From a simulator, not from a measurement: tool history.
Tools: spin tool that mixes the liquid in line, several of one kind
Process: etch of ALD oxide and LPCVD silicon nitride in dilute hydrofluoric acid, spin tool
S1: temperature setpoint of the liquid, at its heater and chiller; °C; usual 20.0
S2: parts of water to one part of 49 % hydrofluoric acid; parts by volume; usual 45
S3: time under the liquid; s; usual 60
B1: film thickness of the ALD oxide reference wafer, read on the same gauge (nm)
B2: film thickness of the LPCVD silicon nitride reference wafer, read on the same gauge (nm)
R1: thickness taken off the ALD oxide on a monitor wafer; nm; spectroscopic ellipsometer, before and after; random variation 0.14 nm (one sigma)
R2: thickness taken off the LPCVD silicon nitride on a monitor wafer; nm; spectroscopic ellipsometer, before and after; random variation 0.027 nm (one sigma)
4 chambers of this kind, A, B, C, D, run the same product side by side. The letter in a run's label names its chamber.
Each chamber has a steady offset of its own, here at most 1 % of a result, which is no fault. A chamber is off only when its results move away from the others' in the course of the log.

| run | hour | S1 | S2 | S3 | B1 | B2 | R1 | R2 |
|---|---|---|---|---|---|---|---|---|
|  | 1.4 | chamber C: thermometer replaced |
| 1A | 6.0 | 20.0 | 45 | 60 | 150.02 | 70.014 | 14.454 | 0.45225 |
| 2C | 11.5 | 20.0 | 45 | 60 | 149.97 | 69.977 | 14.846 | 0.54091 |
| 3D | 17.2 | 20.0 | 45 | 60 | 150.02 | 70.014 | 15.018 | 0.50755 |
| 4B | 20.4 | 20.0 | 45 | 60 | 150.02 | 69.998 | 14.705 | 0.48797 |
| 5A | 25.2 | 20.0 | 45 | 60 | 149.98 | 70.022 | 14.719 | 0.46963 |
| 6B | 31.1 | 20.0 | 45 | 60 | 150.05 | 70.024 | 14.626 | 0.46438 |
| 7D | 35.8 | 21.5 | 45 | 90 | 149.99 | 70.016 | 23.498 | 0.84319 |
| 8C | 38.7 | 21.5 | 45 | 90 | 150.03 | 70.041 | 23.527 | 0.84430 |
| 9C | 42.7 | 21.5 | 45 | 90 | 149.99 | 70.005 | 23.248 | 0.80555 |
| 10D | 45.9 | 21.5 | 45 | 90 | 150.01 | 69.990 | 23.358 | 0.79062 |
| 11B | 48.8 | 20.0 | 45 | 60 | 149.99 | 70.022 | 14.545 | 0.52212 |
| 12A | 51.6 | 20.0 | 45 | 60 | 149.96 | 70.003 | 14.575 | 0.48216 |
| 13C | 55.2 | 20.0 | 45 | 60 | 150.00 | 70.001 | 14.860 | 0.49829 |
| 14B | 59.6 | 20.0 | 45 | 60 | 150.03 | 69.983 | 14.599 | 0.53547 |
| 15A | 63.4 | 20.0 | 45 | 60 | 149.98 | 69.976 | 14.688 | 0.50358 |
| 16D | 68.4 | 20.0 | 45 | 60 | 150.00 | 69.985 | 14.470 | 0.50543 |
| 17D | 73.0 | 20.0 | 45 | 60 | 149.99 | 69.996 | 14.674 | 0.49496 |
| 18A | 77.7 | 20.0 | 45 | 60 | 150.00 | 70.020 | 14.763 | 0.53861 |
| 19B | 80.4 | 20.0 | 45 | 60 | 149.97 | 70.026 | 14.712 | 0.50144 |
| 20C | 84.6 | 24.5 | 45 | 50 | 150.04 | 70.025 | 14.903 | 0.55082 |
| 21D | 89.2 | 24.5 | 45 | 50 | 150.02 | 70.022 | 14.967 | 0.57213 |
| 22A | 93.3 | 24.5 | 45 | 50 | 149.98 | 70.026 | 14.781 | 0.51614 |
| 23C | 99.4 | 24.5 | 45 | 50 | 149.97 | 70.002 | 14.550 | 0.58811 |
| 24B | 103.6 | 20.0 | 45 | 60 | 149.98 | 69.992 | 14.632 | 0.49612 |
| 25A | 108.6 | 20.0 | 45 | 60 | 150.02 | 70.013 | 14.691 | 0.51032 |
| 26D | 114.4 | 20.0 | 45 | 60 | 150.01 | 70.052 | 15.051 | 0.49129 |
| 27B | 119.8 | 20.0 | 45 | 60 | 149.98 | 69.984 | 14.687 | 0.49464 |
| 28C | 125.0 | 20.0 | 45 | 60 | 150.00 | 70.051 | 14.530 | 0.51453 |
| 29C | 131.0 | 20.0 | 45 | 60 | 150.00 | 69.985 | 14.577 | 0.52654 |
| 30A | 135.1 | 20.0 | 45 | 60 | 150.00 | 69.989 | 14.598 | 0.49108 |
| 31B | 138.4 | 20.0 | 45 | 60 | 150.00 | 69.964 | 14.527 | 0.52954 |
| 32D | 142.7 | 20.0 | 45 | 60 | 150.01 | 70.034 | 14.835 | 0.47325 |
| 33D | 147.2 | 20.0 | 45 | 60 | 150.00 | 70.002 | 14.726 | 0.51355 |
| 34A | 151.0 | 20.0 | 45 | 60 | 149.99 | 69.995 | 14.702 | 0.53857 |
| 35C | 154.1 | 20.0 | 45 | 60 | 149.98 | 70.012 | 14.614 | 0.47566 |
| 36B | 158.0 | 20.0 | 45 | 60 | 150.00 | 70.011 | 14.600 | 0.49523 |

Is one chamber off against the others, does the gauge drift, or is nothing wrong? If a chamber is off, say which, and what the likeliest cause is.

No chamber stands off beyond its own small offset, and the gauge holds steady.
